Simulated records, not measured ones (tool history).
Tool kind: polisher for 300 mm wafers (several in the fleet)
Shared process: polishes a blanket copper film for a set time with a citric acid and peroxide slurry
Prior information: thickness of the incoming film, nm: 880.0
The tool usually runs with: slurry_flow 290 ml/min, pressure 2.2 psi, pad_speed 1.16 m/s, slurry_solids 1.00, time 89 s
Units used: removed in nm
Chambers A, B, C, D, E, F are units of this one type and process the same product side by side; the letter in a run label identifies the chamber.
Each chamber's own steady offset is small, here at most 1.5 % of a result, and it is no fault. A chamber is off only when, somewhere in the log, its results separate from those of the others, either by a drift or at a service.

run,hour,slurry_flow,pressure,pad_speed,slurry_solids,time,wafers polished on this pad,hours since the slurry nozzle was cleaned,hours since the head pressure was calibrated,hours since the slurry blender was calibrated,removed
# hour 1.7: chamber D: worn pad replaced by a new one
# hour 2.9: chamber E: slurry blender recalibrated
1F,10.4,290,2.2,1.16,1.00,89,728,310.8,34.0,14.2,170.880
# hour 13.5: chamber E: worn pad replaced by a new one
2D,20.1,290,2.2,1.16,1.00,89,250,419.0,676.6,101.1,173.720
# hour 24.1: chamber B: slurry blender recalibrated
# hour 25.3: chamber A: slurry blender recalibrated
3C,29.3,290,2.2,1.16,1.00,89,407,282.1,59.7,33.0,173.250
# hour 31.3: chamber D: slurry blender recalibrated
4E,39.2,290,2.2,1.16,1.00,89,350,97.3,1035.0,36.3,171.960
# hour 41.3: chamber F: worn pad replaced by a new one
# hour 44.5: chamber F: slurry nozzle cleaned
5A,46.5,220,2.2,1.16,0.70,89,839,206.1,450.3,21.3,155.390
6B,54.2,220,2.2,1.16,0.70,89,751,156.8,1023.5,30.1,157.280
# hour 59.8: chamber C: worn pad replaced by a new one
7F,61.4,220,2.2,1.16,0.70,89,273,17.0,85.0,65.2,154.930
# hour 63.9: chamber D: worn pad replaced by a new one
8C,67.4,220,2.2,1.16,0.70,89,104,320.2,97.8,71.1,156.240
# hour 69.2: chamber E: worn pad replaced by a new one
9A,72.4,220,2.2,1.16,0.70,89,1191,232.0,476.2,47.2,155.910
10D,80.9,220,2.2,1.16,0.70,89,232,479.8,737.4,49.7,154.860
# hour 81.0: chamber B: worn pad replaced by a new one
# hour 90.0: chamber C: slurry nozzle cleaned
11B,90.3,290,2.2,1.16,1.00,89,127,192.9,1059.6,66.2,171.020
12E,100.9,290,2.2,1.16,1.00,89,431,159.0,1096.7,98.0,172.060
# hour 103.8: chamber E: head pressure recalibrated
13B,110.7,290,2.9,1.16,0.75,89,404,213.3,1080.0,86.6,211.640
14F,119.1,290,2.9,1.16,0.75,89,1057,74.7,142.7,122.9,213.750
# hour 121.7: chamber C: worn pad replaced by a new one
# hour 123.5: chamber D: worn pad replaced by a new one
# hour 124.5: chamber E: worn pad replaced by a new one
15C,129.6,290,2.9,1.16,0.75,89,107,39.7,160.0,133.3,211.330
# hour 132.3: chamber F: worn pad replaced by a new one
16E,136.1,290,2.9,1.16,0.75,89,157,194.2,32.4,133.2,213.470
17A,144.1,290,2.9,1.16,0.75,89,2165,303.7,547.9,118.9,205.810
# hour 148.5: chamber D: slurry blender recalibrated
# hour 151.4: chamber C: slurry blender recalibrated
18D,153.5,290,2.9,1.16,0.75,89,407,552.4,810.0,5.1,213.880
19E,161.5,290,2.2,1.16,1.00,89,502,219.6,57.8,158.6,171.280
# hour 161.9: chamber A: slurry nozzle cleaned
# hour 167.8: chamber B: worn pad replaced by a new one
20B,168.4,290,2.2,1.16,1.00,89,9,271.0,1137.7,144.3,174.890
21F,174.4,290,2.2,1.16,1.00,89,572,130.0,198.0,178.2,173.910
# hour 177.0: chamber E: worn pad replaced by a new one
22C,182.4,290,2.2,1.16,1.00,89,824,92.5,212.8,31.0,174.640
# hour 182.5: chamber E: slurry blender recalibrated
# hour 184.9: chamber C: worn pad replaced by a new one
23D,189.5,290,2.2,1.16,1.00,89,896,588.4,846.0,41.1,172.420
# hour 193.6: chamber D: worn pad replaced by a new one
24A,197.4,290,2.2,1.16,1.00,89,2889,35.5,601.2,172.2,168.440
25E,206.2,290,2.2,1.16,1.00,89,397,264.3,102.5,23.7,175.130
26A,216.6,290,2.2,1.16,1.00,89,3150,54.7,620.4,191.4,170.410
# hour 216.7: chamber D: head pressure recalibrated
27B,221.3,290,2.2,1.16,1.00,89,727,323.9,1190.6,197.2,171.270
28C,228.6,290,2.2,1.16,1.00,89,594,138.7,259.0,77.2,174.240
# hour 232.6: chamber F: worn pad replaced by a new one
29D,237.2,290,1.5,1.16,1.00,70,593,636.1,20.6,88.8,94.623
# hour 239.1: chamber E: worn pad replaced by a new one
30F,244.9,290,1.5,1.16,1.00,70,167,200.5,268.5,248.7,93.576
# hour 252.3: chamber C: worn pad replaced by a new one
# hour 252.7: chamber E: slurry nozzle cleaned
31F,253.7,290,1.5,1.16,1.00,70,286,209.3,277.3,257.5,93.286
32C,261.0,290,1.5,1.16,1.00,70,119,171.1,291.4,109.6,94.380
# hour 263.2: chamber D: slurry blender recalibrated
33E,265.7,290,1.5,1.16,1.00,70,362,13.0,162.0,83.2,96.277
# hour 266.0: chamber D: worn pad replaced by a new one
# hour 269.8: chamber B: worn pad replaced by a new one
34A,275.1,290,1.5,1.16,1.00,70,3945,113.2,678.9,249.9,91.418
35B,283.9,290,2.2,1.16,1.00,89,191,386.5,1253.2,259.8,170.720
36D,290.9,290,2.2,1.16,1.00,89,339,689.8,74.3,27.8,171.080

Next, all 6 chambers run the settings below, one line each with question marks for the results. What does each chamber give?
37A,298.5,290,2.2,0.92,1.00,89,,,,,?
37B,298.5,290,2.2,0.92,1.00,89,,,,,?
37C,298.5,290,2.2,0.92,1.00,89,,,,,?
37D,298.5,290,2.2,0.92,1.00,89,,,,,?
37E,298.5,290,2.2,0.92,1.00,89,,,,,?
37F,298.5,290,2.2,0.92,1.00,89,,,,,?

run,removed
37A,133.220
37B,137.060
37C,140.040
37D,137.740
37E,139.190
37F,136.170

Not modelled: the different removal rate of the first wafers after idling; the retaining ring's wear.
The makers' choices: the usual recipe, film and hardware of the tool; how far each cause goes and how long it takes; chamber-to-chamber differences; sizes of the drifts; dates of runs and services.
